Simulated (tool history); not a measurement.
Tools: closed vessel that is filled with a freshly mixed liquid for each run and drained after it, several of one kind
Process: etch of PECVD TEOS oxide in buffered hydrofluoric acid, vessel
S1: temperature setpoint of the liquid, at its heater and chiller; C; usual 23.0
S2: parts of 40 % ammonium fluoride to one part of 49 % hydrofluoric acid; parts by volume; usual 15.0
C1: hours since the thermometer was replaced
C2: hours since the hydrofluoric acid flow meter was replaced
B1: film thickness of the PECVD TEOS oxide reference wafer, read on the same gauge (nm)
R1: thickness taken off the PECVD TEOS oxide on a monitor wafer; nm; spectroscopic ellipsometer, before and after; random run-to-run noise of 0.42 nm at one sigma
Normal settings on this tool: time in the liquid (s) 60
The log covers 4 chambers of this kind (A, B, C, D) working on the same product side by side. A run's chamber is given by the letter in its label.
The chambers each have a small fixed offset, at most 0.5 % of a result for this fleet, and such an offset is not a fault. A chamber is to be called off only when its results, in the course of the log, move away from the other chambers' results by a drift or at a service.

run 1A day=0.192 | S1=23.0 S2=15.0 time_in_the_liquid_(s)=60 | C1=195.6 C2=1798.6 | B1=70.050 | R1=67.689
run 2C day=0.442 | S1=23.0 S2=15.0 time_in_the_liquid_(s)=60 | C1=640.1 C2=1091.8 | B1=70.032 | R1=68.171
run 3B day=0.579 | S1=23.0 S2=15.0 time_in_the_liquid_(s)=60 | C1=488.9 C2=763.7 | B1=70.046 | R1=67.695
run 4D day=0.779 | S1=23.0 S2=15.0 time_in_the_liquid_(s)=60 | C1=469.3 C2=551.7 | B1=70.006 | R1=67.126
run 5D day=0.896 | S1=24.5 S2=15.0 time_in_the_liquid_(s)=60 | C1=472.1 C2=554.5 | B1=70.037 | R1=73.965
run 6A day=1.054 | S1=24.5 S2=15.0 time_in_the_liquid_(s)=60 | C1=216.3 C2=1819.3 | B1=70.002 | R1=73.985
run 7B day=1.258 | S1=24.5 S2=15.0 time_in_the_liquid_(s)=60 | C1=505.2 C2=780.0 | B1=69.982 | R1=74.121
run 8C day=1.492 | S1=24.5 S2=15.0 time_in_the_liquid_(s)=60 | C1=665.3 C2=1117.0 | B1=70.003 | R1=74.533
run 9C day=1.708 | S1=23.0 S2=15.0 time_in_the_liquid_(s)=60 | C1=670.5 C2=1122.2 | B1=70.046 | R1=67.585
run 10B day=1.962 | S1=23.0 S2=15.0 time_in_the_liquid_(s)=60 | C1=522.1 C2=796.9 | B1=70.028 | R1=67.190
-- day=1.971 chamber D: thermometer replaced
run 11D day=2.212 | S1=23.0 S2=15.0 time_in_the_liquid_(s)=60 | C1=5.9 C2=586.1 | B1=69.966 | R1=68.167
run 12A day=2.446 | S1=23.0 S2=15.0 time_in_the_liquid_(s)=60 | C1=249.7 C2=1852.7 | B1=69.997 | R1=67.675
run 13A day=2.596 | S1=19.5 S2=15.0 time_in_the_liquid_(s)=60 | C1=253.3 C2=1856.3 | B1=69.994 | R1=56.172
run 14C day=2.792 | S1=19.5 S2=15.0 time_in_the_liquid_(s)=60 | C1=696.5 C2=1148.2 | B1=70.008 | R1=55.779
run 15D day=2.908 | S1=19.5 S2=15.0 time_in_the_liquid_(s)=60 | C1=22.6 C2=602.8 | B1=69.989 | R1=55.154
run 16B day=3.146 | S1=19.5 S2=15.0 time_in_the_liquid_(s)=60 | C1=550.5 C2=825.3 | B1=70.047 | R1=55.823
run 17A day=3.346 | S1=23.0 S2=15.0 time_in_the_liquid_(s)=60 | C1=271.3 C2=1874.3 | B1=69.985 | R1=68.119
run 18B day=3.562 | S1=23.0 S2=15.0 time_in_the_liquid_(s)=60 | C1=560.5 C2=835.3 | B1=70.028 | R1=67.500
run 19C day=3.692 | S1=23.0 S2=15.0 time_in_the_liquid_(s)=60 | C1=718.1 C2=1169.8 | B1=70.012 | R1=69.135
run 20D day=3.900 | S1=23.0 S2=15.0 time_in_the_liquid_(s)=60 | C1=46.4 C2=626.6 | B1=69.978 | R1=67.726
run 21A day=4.042 | S1=23.0 S2=15.0 time_in_the_liquid_(s)=60 | C1=288.0 C2=1891.0 | B1=70.052 | R1=67.355
run 22C day=4.242 | S1=23.0 S2=15.0 time_in_the_liquid_(s)=60 | C1=731.3 C2=1183.0 | B1=70.013 | R1=69.818
run 23B day=4.488 | S1=23.0 S2=15.0 time_in_the_liquid_(s)=60 | C1=582.7 C2=857.5 | B1=69.997 | R1=67.532
run 24D day=4.642 | S1=20.5 S2=9.5 time_in_the_liquid_(s)=60 | C1=64.2 C2=644.4 | B1=70.019 | R1=90.679
run 25A day=4.771 | S1=20.5 S2=9.5 time_in_the_liquid_(s)=60 | C1=305.5 C2=1908.5 | B1=69.978 | R1=90.517
run 26B day=4.971 | S1=20.5 S2=9.5 time_in_the_liquid_(s)=60 | C1=594.3 C2=869.1 | B1=70.010 | R1=90.256
run 27C day=5.142 | S1=20.5 S2=9.5 time_in_the_liquid_(s)=60 | C1=752.9 C2=1204.6 | B1=70.009 | R1=93.911
run 28D day=5.367 | S1=23.0 S2=15.0 time_in_the_liquid_(s)=60 | C1=81.6 C2=661.8 | B1=70.026 | R1=67.773
run 29C day=5.588 | S1=23.0 S2=15.0 time_in_the_liquid_(s)=60 | C1=763.6 C2=1215.3 | B1=69.994 | R1=71.042
run 30D day=5.762 | S1=23.0 S2=15.0 time_in_the_liquid_(s)=60 | C1=91.1 C2=671.3 | B1=70.011 | R1=67.655
run 31A day=5.929 | S1=23.0 S2=15.0 time_in_the_liquid_(s)=60 | C1=333.3 C2=1936.3 | B1=70.025 | R1=67.460
run 32B day=6.062 | S1=23.0 S2=15.0 time_in_the_liquid_(s)=60 | C1=620.5 C2=895.3 | B1=70.037 | R1=68.508
run 33B day=6.258 | S1=23.0 S2=15.0 time_in_the_liquid_(s)=60 | C1=625.2 C2=900.0 | B1=69.980 | R1=67.753
run 34C day=6.417 | S1=23.0 S2=15.0 time_in_the_liquid_(s)=60 | C1=783.5 C2=1235.2 | B1=69.980 | R1=72.034
run 35D day=6.650 | S1=23.0 S2=15.0 time_in_the_liquid_(s)=60 | C1=112.4 C2=692.6 | B1=69.996 | R1=67.177
run 36A day=6.812 | S1=23.0 S2=15.0 time_in_the_liquid_(s)=60 | C1=354.5 C2=1957.5 | B1=70.005 | R1=67.704
run 37B day=7.008 | S1=23.0 S2=15.0 time_in_the_liquid_(s)=60 | C1=643.2 C2=918.0 | B1=69.979 | R1=67.559
run 38A day=7.150 | S1=23.0 S2=15.0 time_in_the_liquid_(s)=60 | C1=362.6 C2=1965.6 | B1=69.987 | R1=67.910
run 39D day=7.317 | S1=23.0 S2=15.0 time_in_the_liquid_(s)=60 | C1=128.4 C2=708.6 | B1=69.996 | R1=67.827
run 40C day=7.433 | S1=23.0 S2=15.0 time_in_the_liquid_(s)=60 | C1=807.9 C2=1259.6 | B1=70.018 | R1=74.273

Is one chamber out of step, is the gauge drifting, or do the chambers differ by no more than their own small offsets? For an off chamber, give its letter and the likeliest cause.

Chamber C drifts away from the others.
Most likely cause: liquid hotter than its thermometer reads (K) = 1.63.
The log might look much the same if the cause were instead: hydrofluoric acid flow above the setpoint (%).

Chamber C could run next with any of the 4 candidate recipes listed below; each alters the usual settings, and their results appear as question marks. Which one brings its results back in line with what the other chambers deliver on the usual settings?
Counts as in line when no further than this from what the other chambers average on the usual settings: R1 1.500 nm
run 41C-1 day=7.617 | S1=23.0 S2=14.5 time_in_the_liquid_(s)=60 | R1=?
run 41C-2 day=7.617 | S1=23.5 S2=14.0 time_in_the_liquid_(s)=60 | R1=?
run 41C-3 day=7.617 | S1=22.5 S2=16.0 time_in_the_liquid_(s)=60 | R1=?
run 41C-4 day=7.617 | S1=23.0 S2=15.5 time_in_the_liquid_(s)=60 | R1=?

Usual-settings mean across the other chambers: R1 67.603 nm
run=41C-1 R1=76.762
run=41C-2 R1=81.643
run=41C-3 R1=67.761
run=41C-4 R1=71.885
The answer is 41C-3, which returns the chamber to within the allowed miss of the others.

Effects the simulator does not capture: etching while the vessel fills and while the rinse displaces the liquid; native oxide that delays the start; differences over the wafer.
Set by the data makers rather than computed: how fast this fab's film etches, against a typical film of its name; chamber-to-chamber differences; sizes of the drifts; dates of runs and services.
